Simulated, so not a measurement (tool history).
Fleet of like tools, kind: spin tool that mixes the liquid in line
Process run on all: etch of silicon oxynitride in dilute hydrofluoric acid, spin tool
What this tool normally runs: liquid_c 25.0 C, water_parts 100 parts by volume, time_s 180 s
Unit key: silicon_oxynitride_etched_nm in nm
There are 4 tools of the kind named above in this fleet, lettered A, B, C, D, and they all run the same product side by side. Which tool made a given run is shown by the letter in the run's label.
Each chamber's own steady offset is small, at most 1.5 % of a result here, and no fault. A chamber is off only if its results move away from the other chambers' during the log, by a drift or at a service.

run	hour	liquid_c	water_parts	time_s	hours since the thermometer was replaced	hours since the hydrofluoric acid flow meter was replaced	read-back film thickness of the silicon oxynitride reference wafer, read on the same gauge (nm)	silicon_oxynitride_etched_nm
1B	2.3	25.0	100	180	34.0	797.1	40.021	3.5057
2A	5.4	25.0	100	180	7.6	669.8	39.994	3.4900
3C	10.3	25.0	100	180	368.8	456.2	39.996	3.4935
4D	14.9	25.0	100	180	112.4	1358.4	39.981	3.5253
5C	17.8	25.0	100	180	376.3	463.7	39.995	3.5029
6D	22.1	25.0	100	180	119.6	1365.6	40.017	3.5400
7A	26.6	25.0	100	180	28.8	691.0	39.993	3.4673
8B	30.2	25.0	100	180	61.9	825.0	39.993	3.5580
9A	33.6	25.0	100	145	35.8	698.0	40.032	2.7975
10D	36.6	25.0	100	145	134.1	1380.1	39.989	2.8545
11C	41.0	25.0	100	145	399.5	486.9	39.986	2.8068
12B	45.6	25.0	100	145	77.3	840.4	40.023	2.8268
13D	48.4	25.0	100	235	145.9	1391.9	39.982	4.5355
14C	52.3	25.0	100	235	410.8	498.2	40.031	4.5364
15A	55.1	25.0	100	235	57.3	719.5	40.001	4.5232
16B	58.3	25.0	100	235	90.0	853.1	39.987	4.6240
17D	63.1	25.0	100	180	160.6	1406.6	39.992	3.5119
18A	67.6	25.0	100	180	69.8	732.0	39.995	3.4476
19C	71.1	25.0	100	180	429.6	517.0	40.016	3.3760
20B	75.0	25.0	100	180	106.7	869.8	39.975	3.5229
21A	79.1	25.0	100	180	81.3	743.5	40.008	3.4903
22B	83.0	25.0	100	180	114.7	877.8	40.034	3.5308
23D	86.1	25.0	85	180	183.6	1429.6	40.025	4.1925
24C	89.2	25.0	85	180	447.7	535.1	39.998	4.0079
25A	92.6	25.0	85	180	94.8	757.0	40.015	4.1788
26D	96.1	25.0	85	180	193.6	1439.6	39.985	4.2009
27C	100.2	27.5	100	105	458.7	546.1	40.054	2.1879
28B	103.2	27.5	100	105	134.9	898.0	39.999	2.3183
29D	105.7	27.5	100	105	203.2	1449.2	40.041	2.2948
30C	110.1	27.5	100	105	468.6	556.0	40.005	2.1420
31A	114.6	25.0	100	180	116.8	779.0	40.019	3.5294
32B	119.2	25.0	100	180	150.9	914.0	40.013	3.5159
33B	124.2	25.0	100	180	155.9	919.0	40.026	3.5254
34A	126.8	25.0	100	180	129.0	791.2	39.982	3.5119

Is one chamber off against the others, does the gauge drift, or is nothing wrong? If a chamber is off, say which, and what the likeliest cause is.

It is chamber C that slowly wanders off from its peers.
Likeliest cause: liquid colder than its thermometer reads (K) = 1.95.
The log may not separate it from: hydrofluoric acid flow below the setpoint (%).

Below are 4 candidate recipes for chamber C's next run, each the usual settings with a change, their results shown as question marks. Which of them brings C's results back in line with what the other chambers give on the usual settings?
In-line tolerance around the mean of the other chambers on the usual settings: silicon_oxynitride_etched_nm 0.0820 nm
35C-1	130.4	27.0	100	180				?
35C-2	130.4	25.0	115	180				?
35C-3	130.4	23.0	100	180				?
35C-4	130.4	25.5	100	205				?

What the other chambers average on the usual settings: silicon_oxynitride_etched_nm 3.5054 nm
run	silicon_oxynitride_etched_nm
35C-1	3.4805
35C-2	2.7194
35C-3	2.8847
35C-4	3.6985
With 35C-1, the chamber falls back in line with the rest.

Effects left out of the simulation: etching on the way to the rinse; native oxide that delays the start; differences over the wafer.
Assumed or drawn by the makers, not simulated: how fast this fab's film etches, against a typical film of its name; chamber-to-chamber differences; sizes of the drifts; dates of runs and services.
